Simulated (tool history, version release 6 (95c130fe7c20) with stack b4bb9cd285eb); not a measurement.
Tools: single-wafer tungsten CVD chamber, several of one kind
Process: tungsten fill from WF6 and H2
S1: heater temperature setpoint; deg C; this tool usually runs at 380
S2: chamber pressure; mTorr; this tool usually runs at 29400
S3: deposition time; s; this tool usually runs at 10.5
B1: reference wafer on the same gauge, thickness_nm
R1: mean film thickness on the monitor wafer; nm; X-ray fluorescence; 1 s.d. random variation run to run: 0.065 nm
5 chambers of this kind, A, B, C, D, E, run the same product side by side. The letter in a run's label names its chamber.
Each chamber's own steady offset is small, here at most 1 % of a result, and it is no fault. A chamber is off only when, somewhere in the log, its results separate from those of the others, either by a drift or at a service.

| run | hour | S1 | S2 | S3 | B1 | R1 |
|---|---|---|---|---|---|---|
| 1C | 5.3 | 380 | 29400 | 10.5 | 16.908 | 20.327 |
| 2D | 9 | 380 | 29400 | 10.5 | 16.907 | 20.562 |
| 3A | 13 | 380 | 29400 | 10.5 | 16.903 | 20.349 |
| 4E | 19.1 | 380 | 29400 | 10.5 | 16.915 | 20.496 |
| 5B | 23.5 | 380 | 29400 | 10.5 | 16.901 | 20.483 |
| 6E | 30.9 | 380 | 29400 | 10.5 | 16.883 | 20.459 |
| 7A | 38.1 | 380 | 29400 | 10.5 | 16.89 | 20.238 |
| 8D | 43.7 | 380 | 29400 | 10.5 | 16.905 | 20.483 |
| 9B | 51 | 380 | 29400 | 10.5 | 16.898 | 20.427 |
| 10C | 54.8 | 380 | 29400 | 10.5 | 16.881 | 20.44 |
| 11B | 62.1 | 380 | 29400 | 10.5 | 16.899 | 20.44 |
| 12C | 68.2 | 380 | 29400 | 10.5 | 16.891 | 20.385 |
| 13D | 73.6 | 380 | 29400 | 10.5 | 16.897 | 20.537 |
| 14E | 77.2 | 380 | 26100 | 11.2 | 16.898 | 20.507 |
| 15A | 81.9 | 380 | 26100 | 11.2 | 16.885 | 20.44 |
| 16C | 88.6 | 380 | 26100 | 11.2 | 16.89 | 20.453 |
| 17D | 94.2 | 380 | 26100 | 11.2 | 16.894 | 20.66 |
| 18A | 99.3 | 380 | 26100 | 11.2 | 16.901 | 20.516 |
| 19E | 104.6 | 380 | 29400 | 10.5 | 16.89 | 20.505 |
| 20B | 111.5 | 380 | 29400 | 10.5 | 16.902 | 20.413 |
| 21D | 116.9 | 380 | 34800 | 10.5 | 16.911 | 22.18 |
| 22B | 120.6 | 380 | 34800 | 10.5 | 16.888 | 22.175 |
| 23A | 124.1 | 380 | 34800 | 10.5 | 16.898 | 21.858 |
| 24E | 130.7 | 380 | 34800 | 10.5 | 16.887 | 22.13 |
| 25C | 137.4 | 380 | 34800 | 10.5 | 16.895 | 22.085 |
| 26A | 144.3 | 380 | 29400 | 10.5 | 16.894 | 20.221 |
| 27C | 148.3 | 380 | 29400 | 10.5 | 16.9 | 20.513 |
| 28D | 155.2 | 380 | 29400 | 10.5 | 16.9 | 20.552 |
| 29E | 159.3 | 380 | 29400 | 10.5 | 16.901 | 20.499 |
| 30B | 165.7 | 380 | 29400 | 10.5 | 16.899 | 20.509 |
| 31C | 171.1 | 380 | 23200 | 11.2 | 16.903 | 19.399 |
| 32B | 176.6 | 380 | 23200 | 11.2 | 16.899 | 19.496 |
| 33A | 181.4 | 380 | 23200 | 11.2 | 16.884 | 19.324 |
| 34E | 184.9 | 380 | 23200 | 11.2 | 16.899 | 19.428 |
| 35D | 189.7 | 380 | 23200 | 11.2 | 16.893 | 19.558 |
| 36E | 195.3 | 380 | 29400 | 9.7 | 16.911 | 18.933 |
| 37C | 198.9 | 380 | 29400 | 9.7 | 16.889 | 18.812 |
| 38A | 204.9 | 380 | 29400 | 9.7 | 16.897 | 18.722 |
| 39D | 209.1 | 380 | 29400 | 9.7 | 16.904 | 18.903 |

Predict what each chamber gives when all 5 of them run the settings below next.
| 40A | 214.6 | 391 | 29400 | 10.5 |  | ? |
| 40B | 214.6 | 391 | 29400 | 10.5 |  | ? |
| 40C | 214.6 | 391 | 29400 | 10.5 |  | ? |
| 40D | 214.6 | 391 | 29400 | 10.5 |  | ? |
| 40E | 214.6 | 391 | 29400 | 10.5 |  | ? |

| run | R1 |
|---|---|
| 40A | 25.127 |
| 40B | 25.496 |
| 40C | 25.388 |
| 40D | 25.485 |
| 40E | 25.577 |

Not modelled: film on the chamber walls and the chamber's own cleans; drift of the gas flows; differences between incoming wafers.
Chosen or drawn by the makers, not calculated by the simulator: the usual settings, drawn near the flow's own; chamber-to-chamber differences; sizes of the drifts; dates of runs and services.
